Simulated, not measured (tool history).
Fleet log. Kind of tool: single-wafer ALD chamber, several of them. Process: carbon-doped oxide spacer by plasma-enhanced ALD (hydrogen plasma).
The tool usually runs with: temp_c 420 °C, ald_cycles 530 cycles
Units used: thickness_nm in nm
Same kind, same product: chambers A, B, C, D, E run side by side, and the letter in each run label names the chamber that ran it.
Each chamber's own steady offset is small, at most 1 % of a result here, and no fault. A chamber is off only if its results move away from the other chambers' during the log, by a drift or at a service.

run   hour  temp_c  ald_cycles  hours since the last thermocouple change  read-back reference wafer on the same gauge, thickness_nm  thickness_nm
 1E    6.0     420         530                                    1185.6                                                     20.497        24.704
 2A   11.3     420         530                                     994.4                                                     20.502        24.975
 3B   15.6     420         530                                     543.3                                                     20.500        24.819
 4D   21.5     420         530                                     811.2                                                     20.515        24.833
 5C   27.6     420         530                                     634.9                                                     20.495        24.924
 6D   35.7     420         530                                     825.4                                                     20.502        24.730
 7B   41.8     420         530                                     569.5                                                     20.498        24.818
 8E   48.9     420         530                                    1228.5                                                     20.492        24.723
 9A   53.5     420         530                                    1036.6                                                     20.502        25.016
10C   61.3     434         446                                     668.6                                                     20.496        20.065
11A   66.8     434         446                                    1049.9                                                     20.511        20.086
12B   71.3     434         446                                     599.0                                                     20.505        19.854
13D   76.1     434         446                                     865.8                                                     20.503        19.897
14E   83.1     434         446                                    1262.7                                                     20.495        19.905
15C   86.8     420         530                                     694.1                                                     20.494        24.880
16E   93.3     420         530                                    1272.9                                                     20.499        24.747
17B   97.6     420         530                                     625.3                                                     20.499        24.694
18C  103.7     420         530                                     711.0                                                     20.503        24.855
     106.2  -- chamber E: thermocouple changed; heater temperature recalibrated
19D  107.3     420         530                                     897.0                                                     20.512        24.803
20A  114.4     420         530                                    1097.5                                                     20.496        25.106
21C  122.2     420         530                                     729.5                                                     20.497        24.914
22A  127.3     420         530                                    1110.4                                                     20.505        24.991
23B  131.5     420         436                                     659.2                                                     20.501        20.387
24D  136.4     420         436                                     926.1                                                     20.501        20.372
25E  143.0     420         436                                      36.9                                                     20.508        20.358
26E  148.3     420         436                                      42.2                                                     20.491        20.341
27C  155.7     420         436                                     763.0                                                     20.496        20.639
28A  163.2     420         530                                    1146.3                                                     20.497        24.975
29D  168.2     420         530                                     957.9                                                     20.516        24.758
30B  173.1     420         530                                     700.8                                                     20.495        24.793
31C  180.9     420         530                                     788.2                                                     20.505        25.147
32E  185.6     429         530                                      79.5                                                     20.504        23.962
33B  190.0     429         530                                     717.7                                                     20.493        24.028
34A  197.0     429         530                                    1180.1                                                     20.500        24.343
35D  202.8     429         530                                     992.5                                                     20.490        24.101
36C  210.2     429         530                                     817.5                                                     20.497        24.430
37B  216.3     420         615                                     744.0                                                     20.511        28.752
38A  220.1     420         615                                    1203.2                                                     20.499        28.921
39E  226.8     420         615                                     120.7                                                     20.506        28.606
40D  233.9     420         615                                    1023.6                                                     20.497        28.785

What goes on in this fleet: one chamber off, a drifting gauge, or nothing beyond the chambers' own small offsets? Name the chamber and the cause, if any.

Little by little, chamber C moves away from the other chambers.
Likeliest cause: wafer temperature below the value expected at the setpoint (K) = 5.94.

Here are 4 candidates for chamber C's next run, each the usual settings with a change, their results left as question marks. Which one brings its results back in line with what the others give on the usual settings?
Counts as in line when no further than this from what the other chambers average on the usual settings: thickness_nm 0.200 nm
41C-1  239.8     433         530                                                                                                                  ?
41C-2  239.8     407         530                                                                                                                  ?
41C-3  239.8     420         541                                                                                                                  ?
41C-4  239.8     420         519                                                                                                                  ?

Average result of the remaining chambers running the usual settings: thickness_nm 24.813 nm
  run  thickness_nm
41C-1        24.322
41C-2        26.411
41C-3        25.893
41C-4        24.840
41C-4 brings the chamber back in line.
